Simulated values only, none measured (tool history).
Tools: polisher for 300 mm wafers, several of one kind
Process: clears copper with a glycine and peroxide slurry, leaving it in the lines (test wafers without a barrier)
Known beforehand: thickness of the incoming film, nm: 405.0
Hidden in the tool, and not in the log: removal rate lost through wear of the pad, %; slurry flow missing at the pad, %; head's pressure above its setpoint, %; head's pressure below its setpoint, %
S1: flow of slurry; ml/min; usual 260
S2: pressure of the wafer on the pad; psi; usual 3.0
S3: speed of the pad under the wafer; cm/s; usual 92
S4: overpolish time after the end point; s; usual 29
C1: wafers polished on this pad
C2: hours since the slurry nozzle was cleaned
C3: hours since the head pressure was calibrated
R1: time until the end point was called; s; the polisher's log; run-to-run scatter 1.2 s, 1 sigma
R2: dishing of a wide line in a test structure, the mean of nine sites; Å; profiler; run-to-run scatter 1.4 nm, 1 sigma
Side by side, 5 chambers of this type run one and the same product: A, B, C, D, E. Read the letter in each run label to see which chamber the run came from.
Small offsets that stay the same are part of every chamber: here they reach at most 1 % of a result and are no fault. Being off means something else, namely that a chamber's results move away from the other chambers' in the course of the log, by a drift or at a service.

| run | day | S1 | S2 | S3 | S4 | C1 | C2 | C3 | R1 | R2 |
|---|---|---|---|---|---|---|---|---|---|---|
| 1A | 0.642 | 260 | 3.0 | 92 | 29 | 126 | 144.7 | 257.1 | 89.368 | 722.22 |
|  | 1.092 | chamber B: head pressure recalibrated |
| 2D | 1.133 | 260 | 3.0 | 92 | 29 | 820 | 674.7 | 540.9 | 90.181 | 716.12 |
| 3B | 1.633 | 260 | 3.0 | 92 | 29 | 427 | 729.3 | 13.1 | 90.964 | 726.87 |
|  | 1.750 | chamber D: worn pad replaced by a new one |
|  | 1.800 | chamber E: worn pad replaced by a new one |
| 4E | 2.142 | 260 | 3.0 | 92 | 29 | 56 | 372.9 | 621.8 | 89.515 | 737.25 |
| 5C | 2.775 | 260 | 3.0 | 92 | 29 | 639 | 291.7 | 308.6 | 89.568 | 727.63 |
|  | 3.121 | chamber B: worn pad replaced by a new one |
| 6E | 3.254 | 260 | 3.0 | 92 | 29 | 241 | 399.6 | 648.5 | 91.823 | 711.67 |
| 7A | 3.704 | 260 | 3.0 | 92 | 29 | 633 | 218.2 | 330.6 | 91.524 | 713.16 |
| 8C | 4.004 | 210 | 3.0 | 92 | 29 | 842 | 321.2 | 338.1 | 92.946 | 720.89 |
|  | 4.054 | chamber C: worn pad replaced by a new one |
| 9B | 4.654 | 210 | 3.0 | 92 | 29 | 254 | 801.8 | 85.6 | 93.853 | 710.68 |
| 10D | 5.025 | 210 | 3.0 | 92 | 29 | 542 | 768.1 | 634.3 | 90.289 | 706.14 |
| 11B | 5.488 | 210 | 3.0 | 92 | 29 | 392 | 821.8 | 105.6 | 93.938 | 683.64 |
|  | 5.575 | chamber E: slurry nozzle cleaned |
| 12D | 6.121 | 210 | 3.0 | 92 | 29 | 724 | 794.4 | 660.6 | 90.345 | 694.15 |
|  | 6.229 | chamber E: worn pad replaced by a new one |
|  | 6.258 | chamber D: slurry nozzle cleaned |
|  | 6.354 | chamber A: worn pad replaced by a new one |
| 13C | 6.750 | 260 | 3.0 | 92 | 29 | 447 | 387.1 | 404.0 | 88.365 | 740.03 |
|  | 6.871 | chamber D: worn pad replaced by a new one |
| 14A | 7.204 | 260 | 3.0 | 92 | 29 | 141 | 302.2 | 414.6 | 92.373 | 719.26 |
| 15E | 7.571 | 260 | 3.0 | 92 | 13 | 222 | 47.9 | 752.1 | 90.368 | 407.51 |
|  | 7.738 | chamber B: slurry nozzle cleaned |
|  | 8.042 | chamber B: worn pad replaced by a new one |
| 16C | 8.075 | 260 | 3.0 | 92 | 13 | 666 | 418.9 | 435.8 | 90.706 | 388.48 |
| 17A | 8.408 | 260 | 3.0 | 92 | 13 | 340 | 331.1 | 443.5 | 91.468 | 402.61 |
|  | 8.767 | chamber C: worn pad replaced by a new one |
| 18E | 9.000 | 260 | 3.0 | 92 | 13 | 459 | 82.2 | 786.4 | 92.186 | 386.42 |
| 19B | 9.542 | 260 | 3.0 | 92 | 13 | 248 | 43.4 | 202.9 | 90.490 | 399.67 |
| 20D | 10.033 | 260 | 3.0 | 92 | 29 | 524 | 90.6 | 754.5 | 91.133 | 700.32 |
|  | 10.325 | chamber A: slurry nozzle cleaned |
| 21E | 10.367 | 260 | 3.0 | 92 | 29 | 685 | 115.0 | 819.2 | 91.667 | 709.28 |
|  | 10.388 | chamber E: worn pad replaced by a new one |
|  | 10.479 | chamber A: head pressure recalibrated |
| 22A | 10.962 | 260 | 2.4 | 92 | 29 | 763 | 15.3 | 11.7 | 109.950 | 632.92 |
| 23C | 11.608 | 260 | 2.4 | 92 | 29 | 471 | 503.7 | 520.6 | 106.970 | 652.27 |
|  | 11.654 | chamber C: slurry nozzle cleaned |
| 24B | 12.108 | 260 | 2.4 | 92 | 29 | 673 | 105.0 | 264.5 | 108.990 | 626.47 |
|  | 12.725 | chamber B: worn pad replaced by a new one |
| 25D | 12.796 | 260 | 2.4 | 92 | 29 | 982 | 156.9 | 820.8 | 109.620 | 620.40 |
| 26B | 13.283 | 260 | 2.4 | 92 | 29 | 92 | 133.2 | 292.7 | 108.750 | 626.63 |
|  | 13.304 | chamber D: worn pad replaced by a new one |
|  | 13.404 | chamber A: worn pad replaced by a new one |
|  | 13.525 | chamber B: head pressure recalibrated |
|  | 13.625 | chamber C: worn pad replaced by a new one |
| 27C | 13.929 | 260 | 3.0 | 92 | 29 | 50 | 54.7 | 576.3 | 90.399 | 735.73 |
| 28D | 14.596 | 260 | 3.0 | 92 | 13 | 214 | 200.1 | 864.0 | 90.899 | 385.49 |
|  | 14.638 | chamber D: head pressure recalibrated |
|  | 15.046 | chamber E: worn pad replaced by a new one |
| 29A | 15.179 | 260 | 3.0 | 92 | 13 | 294 | 116.5 | 112.9 | 92.702 | 389.48 |
| 30E | 15.617 | 260 | 3.0 | 92 | 13 | 94 | 241.0 | 945.2 | 91.876 | 388.95 |
| 31C | 16.204 | 260 | 3.0 | 92 | 13 | 427 | 109.3 | 630.9 | 92.343 | 393.61 |
| 32D | 16.767 | 260 | 3.0 | 92 | 13 | 573 | 252.2 | 51.2 | 96.842 | 360.35 |
|  | 16.954 | chamber B: worn pad replaced by a new one |
| 33B | 17.258 | 260 | 3.0 | 92 | 29 | 50 | 228.6 | 89.7 | 90.537 | 745.98 |
|  | 17.717 | chamber C: worn pad replaced by a new one |
|  | 17.725 | chamber C: head pressure recalibrated |
| 34E | 17.917 | 260 | 3.0 | 92 | 29 | 476 | 296.2 | 1000.4 | 90.330 | 712.66 |
|  | 18.346 | chamber D: worn pad replaced by a new one |
| 35A | 18.392 | 260 | 3.0 | 92 | 29 | 827 | 193.6 | 190.0 | 89.182 | 728.74 |
| 36D | 18.929 | 260 | 3.0 | 92 | 29 | 96 | 304.1 | 103.1 | 97.793 | 685.92 |
| 37E | 19.354 | 260 | 3.0 | 92 | 29 | 714 | 330.7 | 1034.9 | 91.901 | 714.16 |
|  | 19.812 | chamber A: worn pad replaced by a new one |
| 38A | 19.871 | 260 | 3.0 | 92 | 29 | 9 | 229.1 | 225.5 | 90.304 | 704.44 |
|  | 20.004 | chamber E: worn pad replaced by a new one |
| 39B | 20.321 | 260 | 3.0 | 92 | 29 | 557 | 302.1 | 163.2 | 91.028 | 707.47 |
|  | 20.850 | chamber B: worn pad replaced by a new one |
| 40C | 20.888 | 260 | 3.0 | 92 | 29 | 525 | 221.7 | 75.9 | 89.474 | 728.63 |
| 41A | 21.371 | 260 | 3.0 | 92 | 29 | 258 | 265.1 | 261.5 | 90.475 | 731.59 |
| 42D | 21.712 | 260 | 3.0 | 92 | 29 | 558 | 370.9 | 169.9 | 98.956 | 668.20 |
| 43B | 22.321 | 260 | 3.0 | 92 | 29 | 244 | 350.1 | 211.2 | 91.350 | 721.76 |
| 44E | 22.738 | 260 | 3.0 | 92 | 29 | 453 | 411.9 | 1116.1 | 90.728 | 719.48 |

Next, every chamber runs the same settings. What will each give?
| 45A | 23.233 | 260 | 3.0 | 92 | 29 |  |  |  | ? | ? |
| 45B | 23.233 | 260 | 3.0 | 92 | 29 |  |  |  | ? | ? |
| 45C | 23.233 | 260 | 3.0 | 92 | 29 |  |  |  | ? | ? |
| 45D | 23.233 | 260 | 3.0 | 92 | 29 |  |  |  | ? | ? |
| 45E | 23.233 | 260 | 3.0 | 92 | 29 |  |  |  | ? | ? |

| run | R1 | R2 |
|---|---|---|
| 45A | 91.519 | 740.88 |
| 45B | 92.399 | 725.68 |
| 45C | 88.008 | 726.29 |
| 45D | 98.617 | 664.73 |
| 45E | 92.604 | 710.38 |

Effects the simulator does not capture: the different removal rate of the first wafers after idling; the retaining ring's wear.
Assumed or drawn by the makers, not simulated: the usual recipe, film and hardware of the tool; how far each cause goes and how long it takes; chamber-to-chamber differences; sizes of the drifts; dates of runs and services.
